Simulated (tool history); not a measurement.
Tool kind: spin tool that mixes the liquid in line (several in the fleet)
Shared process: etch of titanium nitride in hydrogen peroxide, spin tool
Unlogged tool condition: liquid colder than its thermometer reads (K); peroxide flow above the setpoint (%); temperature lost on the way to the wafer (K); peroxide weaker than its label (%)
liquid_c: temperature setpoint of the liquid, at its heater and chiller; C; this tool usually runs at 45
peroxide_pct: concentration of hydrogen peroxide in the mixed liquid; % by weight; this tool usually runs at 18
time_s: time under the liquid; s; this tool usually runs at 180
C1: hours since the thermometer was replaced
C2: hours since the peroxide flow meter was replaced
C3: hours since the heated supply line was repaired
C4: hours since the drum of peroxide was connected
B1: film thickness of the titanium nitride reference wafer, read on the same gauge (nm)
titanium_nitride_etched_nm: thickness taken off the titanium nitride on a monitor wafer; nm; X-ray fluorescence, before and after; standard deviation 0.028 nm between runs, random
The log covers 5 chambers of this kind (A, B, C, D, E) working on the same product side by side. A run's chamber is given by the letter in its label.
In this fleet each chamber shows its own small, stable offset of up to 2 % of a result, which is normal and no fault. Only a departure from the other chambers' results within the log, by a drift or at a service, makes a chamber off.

Run 1A, hour 7.7: usual settings; C1 1234.6; C2 341.5; C3 1315; C4 1012.9; B1 60.012. Result: titanium_nitride_etched_nm 4.7325 nm.
Run 2C, hour 15: usual settings; C1 723.7; C2 147.3; C3 389.1; C4 203.2; B1 59.995. Result: titanium_nitride_etched_nm 4.7179 nm.
Run 3B, hour 21.9: usual settings; C1 1161; C2 93.1; C3 505.8; C4 536; B1 59.998. Result: titanium_nitride_etched_nm 4.6797 nm.
Run 4D, hour 29.5: usual settings; C1 1718; C2 1475.8; C3 2354.7; C4 905.1; B1 60.007. Result: titanium_nitride_etched_nm 4.7151 nm.
Run 5E, hour 41.4: usual settings; C1 873.7; C2 1703.4; C3 2017.3; C4 417.8; B1 60.002. Result: titanium_nitride_etched_nm 4.8091 nm.
Run 6B, hour 48.4: usual settings; C1 1187.5; C2 119.6; C3 532.3; C4 562.5; B1 60.002. Result: titanium_nitride_etched_nm 4.6607 nm.
At hour 48.5: chamber A: new drum of peroxide connected.
Run 7C, hour 59.5: usual settings; C1 768.2; C2 191.8; C3 433.6; C4 247.7; B1 60.016. Result: titanium_nitride_etched_nm 4.6777 nm.
At hour 60.1: chamber E: peroxide flow meter replaced.
Run 8A, hour 70.2: usual settings; C1 1297.1; C2 404; C3 1377.5; C4 21.7; B1 59.993. Result: titanium_nitride_etched_nm 4.7021 nm.
Run 9D, hour 80.8: usual settings but peroxide_pct 14 % by weight, time_s 245 s; C1 1769.3; C2 1527.1; C3 2406; C4 956.4; B1 59.99. Result: titanium_nitride_etched_nm 6.0411 nm.
Run 10E, hour 89.6: usual settings but peroxide_pct 14 % by weight, time_s 245 s; C1 921.9; C2 29.5; C3 2065.5; C4 466; B1 60.013. Result: titanium_nitride_etched_nm 6.1556 nm.
Run 11E, hour 99: usual settings but peroxide_pct 14 % by weight, time_s 245 s; C1 931.3; C2 38.9; C3 2074.9; C4 475.4; B1 60.012. Result: titanium_nitride_etched_nm 6.1798 nm.
Run 12D, hour 109.7: usual settings but peroxide_pct 14 % by weight, time_s 245 s; C1 1798.2; C2 1556; C3 2434.9; C4 985.3; B1 60.001. Result: titanium_nitride_etched_nm 6.0334 nm.
Run 13A, hour 119: usual settings but peroxide_pct 14 % by weight, time_s 245 s; C1 1345.9; C2 452.8; C3 1426.3; C4 70.5; B1 60.015. Result: titanium_nitride_etched_nm 6.0926 nm.
Run 14C, hour 131.1: usual settings; C1 839.8; C2 263.4; C3 505.2; C4 319.3; B1 60.012. Result: titanium_nitride_etched_nm 4.7252 nm.
At hour 134.1: chamber D: thermometer replaced.
Run 15B, hour 138.3: usual settings; C1 1277.4; C2 209.5; C3 622.2; C4 652.4; B1 60.01. Result: titanium_nitride_etched_nm 4.707 nm.
At hour 143.7: chamber E: new drum of peroxide connected.
Run 16C, hour 144.3: usual settings; C1 853; C2 276.6; C3 518.4; C4 332.5; B1 60.013. Result: titanium_nitride_etched_nm 4.6787 nm.
Run 17E, hour 153.2: usual settings; C1 985.5; C2 93.1; C3 2129.1; C4 9.5; B1 60.016. Result: titanium_nitride_etched_nm 4.773 nm.
Run 18A, hour 165.4: usual settings; C1 1392.3; C2 499.2; C3 1472.7; C4 116.9; B1 59.977. Result: titanium_nitride_etched_nm 4.7297 nm.
At hour 170.3: chamber A: peroxide flow meter replaced.
Run 19D, hour 174.8: usual settings but time_s 140 s; C1 40.7; C2 1621.1; C3 2500; C4 1050.4; B1 59.996. Result: titanium_nitride_etched_nm 3.6475 nm.
Run 20B, hour 181.7: usual settings but time_s 140 s; C1 1320.8; C2 252.9; C3 665.6; C4 695.8; B1 59.994. Result: titanium_nitride_etched_nm 3.6213 nm.
Run 21A, hour 193.6: usual settings but time_s 140 s; C1 1420.5; C2 23.3; C3 1500.9; C4 145.1; B1 60.007. Result: titanium_nitride_etched_nm 3.6764 nm.
At hour 195.5: chamber D: new drum of peroxide connected.
Run 22E, hour 206.5: usual settings but time_s 140 s; C1 1038.8; C2 146.4; C3 2182.4; C4 62.8; B1 60.007. Result: titanium_nitride_etched_nm 3.6271 nm.
Run 23B, hour 212.6: usual settings but time_s 140 s; C1 1351.7; C2 283.8; C3 696.5; C4 726.7; B1 60.009. Result: titanium_nitride_etched_nm 3.6519 nm.
Run 24D, hour 220.7: usual settings; C1 86.6; C2 1667; C3 2545.9; C4 25.3; B1 59.975. Result: titanium_nitride_etched_nm 4.6685 nm.
Run 25C, hour 233.4: usual settings; C1 942.1; C2 365.7; C3 607.5; C4 421.6; B1 60.004. Result: titanium_nitride_etched_nm 4.6884 nm.
Run 26A, hour 242.3: usual settings; C1 1469.2; C2 72; C3 1549.6; C4 193.8; B1 59.998. Result: titanium_nitride_etched_nm 4.7488 nm.
At hour 244.2: chamber B: new drum of peroxide connected.
Run 27D, hour 255.4: usual settings; C1 121.3; C2 1701.7; C3 2580.6; C4 60; B1 60.031. Result: titanium_nitride_etched_nm 4.742 nm.
Run 28C, hour 263.5: usual settings; C1 972.2; C2 395.8; C3 637.6; C4 451.7; B1 60.008. Result: titanium_nitride_etched_nm 4.6665 nm.
Run 29E, hour 270.5: usual settings; C1 1102.8; C2 210.4; C3 2246.4; C4 126.8; B1 59.989. Result: titanium_nitride_etched_nm 4.6552 nm.
Run 30B, hour 278.4: usual settings; C1 1417.5; C2 349.6; C3 762.3; C4 34.2; B1 60.022. Result: titanium_nitride_etched_nm 4.7072 nm.
Run 31B, hour 291.2: usual settings but liquid_c 39.5 C, peroxide_pct 23 % by weight; C1 1430.3; C2 362.4; C3 775.1; C4 47; B1 59.999. Result: titanium_nitride_etched_nm 3.2363 nm.
Run 32A, hour 297.9: usual settings but liquid_c 39.5 C, peroxide_pct 23 % by weight; C1 1524.8; C2 127.6; C3 1605.2; C4 249.4; B1 60.014. Result: titanium_nitride_etched_nm 3.2503 nm.
Run 33C, hour 307.3: usual settings but liquid_c 39.5 C, peroxide_pct 23 % by weight; C1 1016; C2 439.6; C3 681.4; C4 495.5; B1 59.997. Result: titanium_nitride_etched_nm 3.2442 nm.
Run 34E, hour 318.7: usual settings but liquid_c 39.5 C, peroxide_pct 23 % by weight; C1 1151; C2 258.6; C3 2294.6; C4 175; B1 60.003. Result: titanium_nitride_etched_nm 3.1188 nm.
Run 35D, hour 328.7: usual settings but liquid_c 39.5 C, peroxide_pct 23 % by weight; C1 194.6; C2 1775; C3 2653.9; C4 133.3; B1 60.017. Result: titanium_nitride_etched_nm 3.275 nm.
Run 36D, hour 336.7: usual settings; C1 202.6; C2 1783; C3 2661.9; C4 141.3; B1 59.997. Result: titanium_nitride_etched_nm 4.7264 nm.
Run 37A, hour 348: usual settings; C1 1574.9; C2 177.7; C3 1655.3; C4 299.5; B1 60.019. Result: titanium_nitride_etched_nm 4.7309 nm.
Run 38E, hour 358.4: usual settings; C1 1190.7; C2 298.3; C3 2334.3; C4 214.7; B1 59.972. Result: titanium_nitride_etched_nm 4.5069 nm.
Run 39C, hour 369.1: usual settings; C1 1077.8; C2 501.4; C3 743.2; C4 557.3; B1 60.01. Result: titanium_nitride_etched_nm 4.6417 nm.
Run 40B, hour 379.8: usual settings; C1 1518.9; C2 451; C3 863.7; C4 135.6; B1 59.997. Result: titanium_nitride_etched_nm 4.6829 nm.
Run 41E, hour 386.3: usual settings but time_s 250 s; C1 1218.6; C2 326.2; C3 2362.2; C4 242.6; B1 60.022. Result: titanium_nitride_etched_nm 6.1688 nm.

One chamber off, gauge drift, or nothing amiss beyond the chambers' own small offsets? If it is a chamber, which one, and what is the likeliest cause?

It is chamber E that slowly wanders off from its peers.
Likeliest cause: liquid colder than its thermometer reads (K) = 1.05.
With only this log, it may be confused with: temperature lost on the way to the wafer (K).

Chamber E could run next with any of the 4 candidate recipes listed below; each alters the usual settings, and their results appear as question marks. Which one brings its results back in line with what the other chambers deliver on the usual settings?
To be in line, a result may differ from the other chambers' mean on the usual settings by at most: titanium_nitride_etched_nm 0.099 nm
Run 42E-1, hour 396: usual settings but time_s 160 s. Result: titanium_nitride_etched_nm ?.
Run 42E-2, hour 396: usual settings but liquid_c 44.5 C, time_s 175 s. Result: titanium_nitride_etched_nm ?.
Run 42E-3, hour 396: usual settings but liquid_c 46.5 C. Result: titanium_nitride_etched_nm ?.
Run 42E-4, hour 396: usual settings but liquid_c 45.5 C, time_s 185 s. Result: titanium_nitride_etched_nm ?.

Other chambers, usual settings, mean: titanium_nitride_etched_nm 4.6978 nm
  run  titanium_nitride_etched_nm
42E-1                      3.9297
42E-2                      4.1397
42E-3                      4.9448
42E-4                      4.7171
With 42E-4, the chamber falls back in line with the rest.

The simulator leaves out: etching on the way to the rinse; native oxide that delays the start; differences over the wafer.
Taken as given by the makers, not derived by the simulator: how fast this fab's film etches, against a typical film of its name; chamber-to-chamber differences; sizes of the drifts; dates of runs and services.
